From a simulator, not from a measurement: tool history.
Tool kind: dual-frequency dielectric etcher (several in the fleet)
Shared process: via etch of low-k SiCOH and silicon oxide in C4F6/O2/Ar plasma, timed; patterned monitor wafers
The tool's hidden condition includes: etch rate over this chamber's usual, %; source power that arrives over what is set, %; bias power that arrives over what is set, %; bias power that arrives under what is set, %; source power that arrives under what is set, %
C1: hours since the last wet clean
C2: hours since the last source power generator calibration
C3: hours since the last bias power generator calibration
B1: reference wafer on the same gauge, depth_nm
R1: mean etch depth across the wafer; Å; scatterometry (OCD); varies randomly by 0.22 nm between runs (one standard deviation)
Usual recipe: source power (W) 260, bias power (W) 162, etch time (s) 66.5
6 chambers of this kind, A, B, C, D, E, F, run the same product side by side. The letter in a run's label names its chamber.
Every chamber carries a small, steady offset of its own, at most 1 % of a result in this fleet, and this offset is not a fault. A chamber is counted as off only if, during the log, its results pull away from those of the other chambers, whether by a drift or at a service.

Run 1E, hour 4.2: usual settings; C1 329.5; C2 596.3; C3 3018.9; B1 136.93. Result: R1 1420.2 Å.
Run 2D, hour 9.1: usual settings; C1 250.2; C2 2690.3; C3 311.9; B1 136.95. Result: R1 1429.4 Å.
Run 3A, hour 16.4: usual settings; C1 39.3; C2 3126.3; C3 3029.9; B1 136.98. Result: R1 1410.1 Å.
Run 4F, hour 20.8: usual settings; C1 143.1; C2 1017; C3 3090.3; B1 136.88. Result: R1 1426.8 Å.
Run 5B, hour 27.8: usual settings; C1 160.7; C2 1316.3; C3 1268.8; B1 136.87. Result: R1 1422 Å.
Run 6C, hour 32.3: usual settings but bias power (W) 148; C1 33.2; C2 1743.8; C3 2291.5; B1 136.87. Result: R1 1389 Å.
Run 7F, hour 37: usual settings but bias power (W) 148; C1 159.3; C2 1033.2; C3 3106.5; B1 136.85. Result: R1 1387.9 Å.
Run 8A, hour 41: usual settings but bias power (W) 148; C1 63.9; C2 3150.9; C3 3054.5; B1 136.76. Result: R1 1364.6 Å.
Run 9C, hour 48.1: usual settings but bias power (W) 148; C1 49; C2 1759.6; C3 2307.3; B1 136.82. Result: R1 1390 Å.
Run 10E, hour 55: usual settings but bias power (W) 148; C1 380.3; C2 647.1; C3 3069.7; B1 136.79. Result: R1 1380.6 Å.
Run 11B, hour 58.5: usual settings but bias power (W) 148; C1 191.4; C2 1347; C3 1299.5; B1 136.75. Result: R1 1376.1 Å.
Run 12D, hour 65: usual settings; C1 306.1; C2 2746.2; C3 367.8; B1 136.72. Result: R1 1425.8 Å.
Run 13D, hour 71.9: usual settings; C1 313; C2 2753.1; C3 374.7; B1 136.64. Result: R1 1420.3 Å.
Run 14F, hour 75.9: usual settings; C1 198.2; C2 1072.1; C3 3145.4; B1 136.67. Result: R1 1424.9 Å.
Run 15E, hour 81.9: usual settings; C1 407.2; C2 674; C3 3096.6; B1 136.72. Result: R1 1413.7 Å.
At hour 86.2: chamber B: source power generator calibrated.
Run 16A, hour 86.2: usual settings; C1 109.1; C2 3196.1; C3 3099.7; B1 136.61. Result: R1 1402.6 Å.
At hour 90.9: chamber D: wet clean of the chamber.
Run 17C, hour 91.3: usual settings; C1 92.2; C2 1802.8; C3 2350.5; B1 136.63. Result: R1 1425.5 Å.
Run 18B, hour 95.8: usual settings; C1 228.7; C2 9.7; C3 1336.8; B1 136.63. Result: R1 1414.9 Å.
Run 19A, hour 100.9: usual settings; C1 123.8; C2 3210.8; C3 3114.4; B1 136.5. Result: R1 1399.3 Å.
Run 20D, hour 106.6: usual settings; C1 15.8; C2 2787.8; C3 409.4; B1 136.55. Result: R1 1421.9 Å.
Run 21F, hour 111: usual settings; C1 233.3; C2 1107.2; C3 3180.5; B1 136.58. Result: R1 1426 Å.
At hour 112.9: chamber E: wet clean of the chamber.
Run 22B, hour 115.1: usual settings; C1 248; C2 29; C3 1356.1; B1 136.54. Result: R1 1414.9 Å.
Run 23C, hour 122.4: usual settings; C1 123.3; C2 1833.9; C3 2381.6; B1 136.46. Result: R1 1422.6 Å.
Run 24E, hour 128.9: usual settings; C1 16.1; C2 721; C3 3143.6; B1 136.44. Result: R1 1412.4 Å.
Run 25B, hour 134.4: usual settings; C1 267.3; C2 48.3; C3 1375.4; B1 136.46. Result: R1 1417.6 Å.
Run 26F, hour 140.1: usual settings; C1 262.4; C2 1136.3; C3 3209.6; B1 136.41. Result: R1 1420.6 Å.
Run 27E, hour 143.9: usual settings; C1 31.1; C2 736; C3 3158.6; B1 136.4. Result: R1 1416.6 Å.
At hour 146.9: chamber C: bias power generator calibrated.
Run 28A, hour 148: usual settings but bias power (W) 150, etch time (s) 79.5; C1 170.9; C2 3257.9; C3 3161.5; B1 136.38. Result: R1 1631.6 Å.
Run 29D, hour 152.9: usual settings but bias power (W) 150, etch time (s) 79.5; C1 62.1; C2 2834.1; C3 455.7; B1 136.31. Result: R1 1653.5 Å.
Run 30C, hour 157.6: usual settings but bias power (W) 150, etch time (s) 79.5; C1 158.5; C2 1869.1; C3 10.8; B1 136.34. Result: R1 1657.2 Å.
Run 31B, hour 163.1: usual settings but bias power (W) 150, etch time (s) 79.5; C1 296; C2 77; C3 1404.1; B1 136.31. Result: R1 1648.5 Å.
Run 32C, hour 168.5: usual settings but bias power (W) 150, etch time (s) 79.5; C1 169.4; C2 1880; C3 21.7; B1 136.29. Result: R1 1657.3 Å.
Run 33A, hour 173.7: usual settings but bias power (W) 150, etch time (s) 79.5; C1 196.6; C2 3283.6; C3 3187.2; B1 136.28. Result: R1 1635 Å.
Run 34D, hour 179.3: usual settings but etch time (s) 73.5; C1 88.5; C2 2860.5; C3 482.1; B1 136.26. Result: R1 1571.2 Å.
Run 35E, hour 184.3: usual settings but etch time (s) 73.5; C1 71.5; C2 776.4; C3 3199; B1 136.2. Result: R1 1564 Å.
Run 36F, hour 188.3: usual settings but etch time (s) 73.5; C1 310.6; C2 1184.5; C3 3257.8; B1 136.18. Result: R1 1567.6 Å.
Run 37D, hour 194.2: usual settings but etch time (s) 73.5; C1 103.4; C2 2875.4; C3 497; B1 136.17. Result: R1 1570.2 Å.
Run 38F, hour 200.8: usual settings but etch time (s) 73.5; C1 323.1; C2 1197; C3 3270.3; B1 136.18. Result: R1 1563.2 Å.

Next, all 6 chambers run the settings below, one line each with question marks for the results. What does each chamber give?
Run 39A, hour 206.5: usual settings. Result: R1 ?.
Run 39B, hour 206.5: usual settings. Result: R1 ?.
Run 39C, hour 206.5: usual settings. Result: R1 ?.
Run 39D, hour 206.5: usual settings. Result: R1 ?.
Run 39E, hour 206.5: usual settings. Result: R1 ?.
Run 39F, hour 206.5: usual settings. Result: R1 ?.

run      R1
39A  1397.4
39B  1414.6
39C  1420.6
39D  1417.3
39E  1408.6
39F  1417.7
